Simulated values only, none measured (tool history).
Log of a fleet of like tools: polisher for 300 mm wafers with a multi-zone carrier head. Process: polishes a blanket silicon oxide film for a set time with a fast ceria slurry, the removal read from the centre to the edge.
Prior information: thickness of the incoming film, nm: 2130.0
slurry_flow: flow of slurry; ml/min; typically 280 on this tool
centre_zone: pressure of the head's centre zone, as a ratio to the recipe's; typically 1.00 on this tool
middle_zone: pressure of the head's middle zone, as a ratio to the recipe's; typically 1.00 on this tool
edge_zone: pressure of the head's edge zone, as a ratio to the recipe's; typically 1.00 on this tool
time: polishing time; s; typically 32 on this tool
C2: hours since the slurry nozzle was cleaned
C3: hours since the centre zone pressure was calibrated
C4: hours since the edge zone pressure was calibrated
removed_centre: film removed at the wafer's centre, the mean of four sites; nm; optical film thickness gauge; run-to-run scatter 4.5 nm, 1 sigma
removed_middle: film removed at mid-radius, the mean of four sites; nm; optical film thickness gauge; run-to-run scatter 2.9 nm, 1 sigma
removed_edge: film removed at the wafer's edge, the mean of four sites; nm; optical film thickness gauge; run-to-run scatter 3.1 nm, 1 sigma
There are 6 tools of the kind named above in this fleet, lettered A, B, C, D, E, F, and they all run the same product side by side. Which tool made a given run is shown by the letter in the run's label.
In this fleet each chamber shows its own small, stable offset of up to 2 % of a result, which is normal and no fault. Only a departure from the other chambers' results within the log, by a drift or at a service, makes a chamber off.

At day 0.075: chamber A: worn pad replaced by a new one.
Run 1C, day 0.225: usual settings; wafers polished on this pad 1028; C2 295.0; C3 225.9; C4 1183.2. Result: removed_centre 455.64 nm, removed_middle 456.51 nm, removed_edge 453.51 nm.
Run 2A, day 0.383: usual settings; wafers polished on this pad 78; C2 530.0; C3 370.4; C4 228.9. Result: removed_centre 451.23 nm, removed_middle 462.73 nm, removed_edge 455.80 nm.
At day 0.650: chamber C: slurry nozzle cleaned.
Run 3F, day 0.658: usual settings; wafers polished on this pad 220; C2 155.7; C3 656.9; C4 40.4. Result: removed_centre 458.30 nm, removed_middle 458.59 nm, removed_edge 466.68 nm.
Run 4B, day 0.942: usual settings; wafers polished on this pad 1445; C2 89.0; C3 332.7; C4 1066.7. Result: removed_centre 460.41 nm, removed_middle 456.34 nm, removed_edge 461.99 nm.
At day 1.033: chamber E: worn pad replaced by a new one.
At day 1.246: chamber B: edge zone pressure recalibrated.
At day 1.254: chamber B: worn pad replaced by a new one.
Run 5E, day 1.296: usual settings; wafers polished on this pad 66; C2 709.0; C3 451.2; C4 157.6. Result: removed_centre 456.49 nm, removed_middle 461.53 nm, removed_edge 449.55 nm.
Run 6D, day 1.600: usual settings; wafers polished on this pad 922; C2 292.2; C3 599.0; C4 892.0. Result: removed_centre 452.23 nm, removed_middle 457.19 nm, removed_edge 455.26 nm.
At day 1.850: chamber C: worn pad replaced by a new one.
Run 7F, day 1.925: usual settings; wafers polished on this pad 542; C2 186.1; C3 687.3; C4 70.8. Result: removed_centre 453.32 nm, removed_middle 455.17 nm, removed_edge 457.90 nm.
At day 1.983: chamber A: slurry nozzle cleaned.
At day 2.154: chamber C: centre zone pressure recalibrated.
Run 8E, day 2.271: usual settings; wafers polished on this pad 315; C2 732.4; C3 474.6; C4 181.0. Result: removed_centre 466.71 nm, removed_middle 458.53 nm, removed_edge 447.50 nm.
At day 2.379: chamber A: worn pad replaced by a new one.
At day 2.492: chamber F: worn pad replaced by a new one.
Run 9C, day 2.617: usual settings; wafers polished on this pad 195; C2 47.2; C3 11.1; C4 1240.6. Result: removed_centre 458.95 nm, removed_middle 456.29 nm, removed_edge 461.38 nm.
Run 10B, day 2.888: usual settings; wafers polished on this pad 416; C2 135.7; C3 379.4; C4 39.5. Result: removed_centre 464.22 nm, removed_middle 462.78 nm, removed_edge 462.26 nm.
At day 2.921: chamber D: worn pad replaced by a new one.
Run 11D, day 3.150: usual settings; wafers polished on this pad 59; C2 329.4; C3 636.2; C4 929.2. Result: removed_centre 455.73 nm, removed_middle 458.12 nm, removed_edge 448.85 nm.
Run 12A, day 3.442: usual settings; wafers polished on this pad 270; C2 35.1; C3 443.8; C4 302.3. Result: removed_centre 456.68 nm, removed_middle 453.34 nm, removed_edge 458.90 nm.
Run 13F, day 3.654: usual settings but edge_zone 1.05, time 25 s; wafers polished on this pad 296; C2 227.6; C3 728.8; C4 112.3. Result: removed_centre 364.10 nm, removed_middle 359.68 nm, removed_edge 370.75 nm.
At day 3.696: chamber E: slurry nozzle cleaned.
At day 3.762: chamber F: slurry nozzle cleaned.
Run 14D, day 3.846: usual settings but edge_zone 1.05, time 25 s; wafers polished on this pad 236; C2 346.1; C3 652.9; C4 945.9. Result: removed_centre 356.11 nm, removed_middle 358.97 nm, removed_edge 357.56 nm.
Run 15B, day 4.104: usual settings but edge_zone 1.05, time 25 s; wafers polished on this pad 725; C2 164.9; C3 408.6; C4 68.7. Result: removed_centre 352.17 nm, removed_middle 359.76 nm, removed_edge 369.75 nm.
Run 16A, day 4.362: usual settings but edge_zone 1.05, time 25 s; wafers polished on this pad 505; C2 57.2; C3 465.9; C4 324.4. Result: removed_centre 349.08 nm, removed_middle 354.68 nm, removed_edge 361.55 nm.
Run 17E, day 4.604: usual settings but edge_zone 1.05, time 25 s; wafers polished on this pad 909; C2 21.8; C3 530.6; C4 237.0. Result: removed_centre 366.03 nm, removed_middle 365.60 nm, removed_edge 358.77 nm.
At day 4.700: chamber A: worn pad replaced by a new one.
Run 18C, day 4.771: usual settings but edge_zone 1.05, time 25 s; wafers polished on this pad 743; C2 98.9; C3 62.8; C4 1292.3. Result: removed_centre 361.86 nm, removed_middle 354.45 nm, removed_edge 367.39 nm.
At day 4.896: chamber F: worn pad replaced by a new one.
Run 19D, day 5.029: usual settings; wafers polished on this pad 537; C2 374.5; C3 681.3; C4 974.3. Result: removed_centre 450.06 nm, removed_middle 454.25 nm, removed_edge 458.98 nm.
Run 20E, day 5.283: usual settings; wafers polished on this pad 1082; C2 38.1; C3 546.9; C4 253.3. Result: removed_centre 459.86 nm, removed_middle 463.65 nm, removed_edge 454.03 nm.
Run 21C, day 5.629: usual settings; wafers polished on this pad 962; C2 119.5; C3 83.4; C4 1312.9. Result: removed_centre 457.14 nm, removed_middle 463.62 nm, removed_edge 459.18 nm.
Run 22F, day 5.825: usual settings; wafers polished on this pad 236; C2 49.5; C3 780.9; C4 164.4. Result: removed_centre 454.88 nm, removed_middle 456.27 nm, removed_edge 462.72 nm.
Run 23A, day 6.033: usual settings; wafers polished on this pad 340; C2 97.3; C3 506.0; C4 364.5. Result: removed_centre 454.53 nm, removed_middle 458.54 nm, removed_edge 451.52 nm.
Run 24B, day 6.212: usual settings; wafers polished on this pad 1262; C2 215.5; C3 459.2; C4 119.3. Result: removed_centre 446.52 nm, removed_middle 457.79 nm, removed_edge 458.71 nm.
At day 6.242: chamber E: worn pad replaced by a new one.
At day 6.417: chamber B: worn pad replaced by a new one.
Run 25C, day 6.475: usual settings; wafers polished on this pad 1177; C2 139.8; C3 103.7; C4 1333.2. Result: removed_centre 459.82 nm, removed_middle 458.93 nm, removed_edge 457.69 nm.
At day 6.717: chamber A: worn pad replaced by a new one.
Run 26B, day 6.717: usual settings but slurry_flow 360 ml/min, time 43 s; wafers polished on this pad 77; C2 227.6; C3 471.3; C4 131.4. Result: removed_centre 600.70 nm, removed_middle 627.80 nm, removed_edge 639.40 nm.
Run 27D, day 7.004: usual settings but slurry_flow 360 ml/min, time 43 s; wafers polished on this pad 1040; C2 421.9; C3 728.7; C4 1021.7. Result: removed_centre 617.83 nm, removed_middle 626.53 nm, removed_edge 617.36 nm.
Run 28A, day 7.321: usual settings but slurry_flow 360 ml/min, time 43 s; wafers polished on this pad 154; C2 128.2; C3 536.9; C4 395.4. Result: removed_centre 622.19 nm, removed_middle 621.47 nm, removed_edge 626.58 nm.
At day 7.596: chamber C: worn pad replaced by a new one.
Run 29F, day 7.662: usual settings but slurry_flow 360 ml/min, time 43 s; wafers polished on this pad 704; C2 93.6; C3 825.0; C4 208.5. Result: removed_centre 629.75 nm, removed_middle 627.57 nm, removed_edge 631.69 nm.
At day 7.733: chamber F: worn pad replaced by a new one.
Run 30E, day 7.942: usual settings but slurry_flow 360 ml/min, time 43 s; wafers polished on this pad 433; C2 101.9; C3 610.7; C4 317.1. Result: removed_centre 639.45 nm, removed_middle 641.79 nm, removed_edge 612.08 nm.
At day 7.971: chamber D: edge zone pressure recalibrated.
Run 31F, day 8.150: usual settings but slurry_flow 360 ml/min, time 43 s; wafers polished on this pad 106; C2 105.3; C3 836.7; C4 220.2. Result: removed_centre 616.62 nm, removed_middle 626.77 nm, removed_edge 628.04 nm.
Run 32E, day 8.483: usual settings; wafers polished on this pad 570; C2 114.9; C3 623.7; C4 330.1. Result: removed_centre 461.99 nm, removed_middle 459.20 nm, removed_edge 452.56 nm.
At day 8.633: chamber D: worn pad replaced by a new one.
Run 33C, day 8.758: usual settings; wafers polished on this pad 296; C2 194.6; C3 158.5; C4 1388.0. Result: removed_centre 462.15 nm, removed_middle 464.79 nm, removed_edge 462.83 nm.
Run 34D, day 9.042: usual settings; wafers polished on this pad 104; C2 470.8; C3 777.6; C4 25.8. Result: removed_centre 455.54 nm, removed_middle 458.98 nm, removed_edge 451.93 nm.
At day 9.096: chamber A: worn pad replaced by a new one.
Run 35A, day 9.296: usual settings; wafers polished on this pad 51; C2 175.6; C3 584.3; C4 442.8. Result: removed_centre 455.86 nm, removed_middle 453.88 nm, removed_edge 449.59 nm.
Run 36B, day 9.588: usual settings; wafers polished on this pad 808; C2 296.5; C3 540.2; C4 200.3. Result: removed_centre 424.79 nm, removed_middle 459.33 nm, removed_edge 462.55 nm.
Run 37B, day 9.754: usual settings but slurry_flow 185 ml/min, middle_zone 1.08; wafers polished on this pad 850; C2 300.5; C3 544.2; C4 204.3. Result: removed_centre 394.32 nm, removed_middle 466.76 nm, removed_edge 441.30 nm.
At day 9.975: chamber F: worn pad replaced by a new one.
Run 38A, day 9.992: usual settings but slurry_flow 185 ml/min, middle_zone 1.08; wafers polished on this pad 228; C2 192.3; C3 601.0; C4 459.5. Result: removed_centre 428.25 nm, removed_middle 465.50 nm, removed_edge 441.86 nm.
Run 39E, day 10.212: usual settings but slurry_flow 185 ml/min, middle_zone 1.08; wafers polished on this pad 1011; C2 156.4; C3 665.2; C4 371.6. Result: removed_centre 434.77 nm, removed_middle 468.01 nm, removed_edge 434.74 nm.
Run 40D, day 10.392: usual settings but slurry_flow 185 ml/min, middle_zone 1.08; wafers polished on this pad 447; C2 503.2; C3 810.0; C4 58.2. Result: removed_centre 431.49 nm, removed_middle 463.96 nm, removed_edge 435.61 nm.
Run 41F, day 10.596: usual settings but slurry_flow 185 ml/min, middle_zone 1.08; wafers polished on this pad 158; C2 164.0; C3 895.4; C4 278.9. Result: removed_centre 428.71 nm, removed_middle 462.90 nm, removed_edge 438.17 nm.
Run 42C, day 10.892: usual settings but slurry_flow 185 ml/min, middle_zone 1.08; wafers polished on this pad 839; C2 245.8; C3 209.7; C4 1439.2. Result: removed_centre 439.47 nm, removed_middle 457.28 nm, removed_edge 437.95 nm.
Run 43A, day 11.108: usual settings but middle_zone 1.07; wafers polished on this pad 512; C2 219.1; C3 627.8; C4 486.3. Result: removed_centre 452.33 nm, removed_middle 487.02 nm, removed_edge 452.21 nm.

The same settings go to every chamber for the next run, one line per chamber below. Forecast the results for each:
Run 44A, day 11.367: usual settings but centre_zone 1.05. Result: removed_centre ?, removed_middle ?, removed_edge ?.
Run 44B, day 11.367: usual settings but centre_zone 1.05. Result: removed_centre ?, removed_middle ?, removed_edge ?.
Run 44C, day 11.367: usual settings but centre_zone 1.05. Result: removed_centre ?, removed_middle ?, removed_edge ?.
Run 44D, day 11.367: usual settings but centre_zone 1.05. Result: removed_centre ?, removed_middle ?, removed_edge ?.
Run 44E, day 11.367: usual settings but centre_zone 1.05. Result: removed_centre ?, removed_middle ?, removed_edge ?.
Run 44F, day 11.367: usual settings but centre_zone 1.05. Result: removed_centre ?, removed_middle ?, removed_edge ?.

run  removed_centre  removed_middle  removed_edge
44A          472.08          459.84        458.32
44B          443.63          454.46        463.45
44C          487.43          460.32        455.69
44D          484.19          453.50        453.07
44E          491.19          460.80        449.69
44F          484.47          463.66        462.58

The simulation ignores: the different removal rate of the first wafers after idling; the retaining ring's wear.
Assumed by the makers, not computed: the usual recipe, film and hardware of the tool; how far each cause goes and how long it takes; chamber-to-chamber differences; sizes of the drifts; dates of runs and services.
